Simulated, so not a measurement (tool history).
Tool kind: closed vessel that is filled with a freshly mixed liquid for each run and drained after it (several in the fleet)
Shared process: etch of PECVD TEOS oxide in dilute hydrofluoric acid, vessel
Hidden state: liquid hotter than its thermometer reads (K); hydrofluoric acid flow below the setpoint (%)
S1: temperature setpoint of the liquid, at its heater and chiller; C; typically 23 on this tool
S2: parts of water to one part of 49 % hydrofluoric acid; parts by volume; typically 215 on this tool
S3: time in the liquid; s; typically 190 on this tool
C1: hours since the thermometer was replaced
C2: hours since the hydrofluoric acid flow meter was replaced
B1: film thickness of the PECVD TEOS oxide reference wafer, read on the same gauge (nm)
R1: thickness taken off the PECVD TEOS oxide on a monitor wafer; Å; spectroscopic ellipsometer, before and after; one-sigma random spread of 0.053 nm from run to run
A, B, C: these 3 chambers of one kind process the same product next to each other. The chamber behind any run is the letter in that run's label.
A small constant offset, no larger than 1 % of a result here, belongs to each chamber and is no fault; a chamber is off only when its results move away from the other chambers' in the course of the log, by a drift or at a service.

{"run": "1C", "hour": 11.5, "S1": 23, "S2": 215, "S3": 190, "C1": 617.7, "C2": 550.5, "B1": 79.996, "R1": 81.038}
{"run": "2B", "hour": 21.3, "S1": 23, "S2": 215, "S3": 190, "C1": 1875.7, "C2": 196.3, "B1": 80.015, "R1": 81.263}
{"run": "3A", "hour": 35.6, "S1": 23, "S2": 215, "S3": 190, "C1": 1638, "C2": 63.3, "B1": 79.975, "R1": 79.701}
{"run": "4C", "hour": 49.2, "S1": 23, "S2": 215, "S3": 190, "C1": 655.4, "C2": 588.2, "B1": 80.016, "R1": 80.932}
{"run": "5B", "hour": 62.5, "S1": 23, "S2": 215, "S3": 190, "C1": 1916.9, "C2": 237.5, "B1": 80, "R1": 81.541}
{"run": "6A", "hour": 69.7, "S1": 23, "S2": 215, "S3": 190, "C1": 1672.1, "C2": 97.4, "B1": 79.995, "R1": 79.588}
{"run": "7C", "hour": 78.2, "S1": 23, "S2": 215, "S3": 190, "C1": 684.4, "C2": 617.2, "B1": 79.991, "R1": 81.517}
{"run": "8A", "hour": 88.8, "S1": 23, "S2": 215, "S3": 190, "C1": 1691.2, "C2": 116.5, "B1": 80.002, "R1": 80.606}
{"run": "9B", "hour": 101.6, "S1": 19.5, "S2": 260, "S3": 190, "C1": 1956, "C2": 276.6, "B1": 80.01, "R1": 57.022}
{"run": "10A", "hour": 110.0, "S1": 19.5, "S2": 260, "S3": 190, "C1": 1712.4, "C2": 137.7, "B1": 79.97, "R1": 56.612}
{"run": "11C", "hour": 120.9, "S1": 19.5, "S2": 260, "S3": 190, "C1": 727.1, "C2": 659.9, "B1": 79.965, "R1": 56.269}
{"run": "12B", "hour": 131.4, "S1": 23, "S2": 215, "S3": 190, "C1": 1985.8, "C2": 306.4, "B1": 80.003, "R1": 82.379}
{"run": "13C", "hour": 138.8, "S1": 23, "S2": 215, "S3": 190, "C1": 745, "C2": 677.8, "B1": 79.973, "R1": 81.132}
{"run": "14B", "hour": 147.9, "S1": 23, "S2": 215, "S3": 190, "C1": 2002.3, "C2": 322.9, "B1": 80.023, "R1": 81.107}
{"run": "15A", "hour": 158.2, "S1": 23, "S2": 215, "S3": 290, "C1": 1760.6, "C2": 185.9, "B1": 80.016, "R1": 123.58}
{"run": "16B", "hour": 165.9, "S1": 23, "S2": 215, "S3": 290, "C1": 2020.3, "C2": 340.9, "B1": 79.97, "R1": 125.12}
{"run": "17A", "hour": 173.0, "S1": 23, "S2": 215, "S3": 290, "C1": 1775.4, "C2": 200.7, "B1": 80.019, "R1": 122.57}
{"run": "18C", "hour": 184.4, "S1": 23, "S2": 215, "S3": 190, "C1": 790.6, "C2": 723.4, "B1": 79.987, "R1": 82.552}
{"run": "19C", "hour": 192.7, "S1": 20, "S2": 215, "S3": 290, "C1": 798.9, "C2": 731.7, "B1": 80.004, "R1": 110.25}
{"run": "20A", "hour": 200.7, "S1": 20, "S2": 215, "S3": 290, "C1": 1803.1, "C2": 228.4, "B1": 80.012, "R1": 108.69}
{"run": "21B", "hour": 207.2, "S1": 20, "S2": 215, "S3": 290, "C1": 2061.6, "C2": 382.2, "B1": 79.98, "R1": 111.22}
{"run": "22A", "hour": 217.7, "S1": 23, "S2": 215, "S3": 190, "C1": 1820.1, "C2": 245.4, "B1": 79.991, "R1": 79.402}
{"run": "23C", "hour": 231.2, "S1": 23, "S2": 215, "S3": 190, "C1": 837.4, "C2": 770.2, "B1": 80.012, "R1": 81.25}

One chamber off, gauge drift, or nothing amiss beyond the chambers' own small offsets? If it is a chamber, which one, and what is the likeliest cause?

Nothing is wrong: each chamber keeps only its own small, steady offset and the gauge holds still.
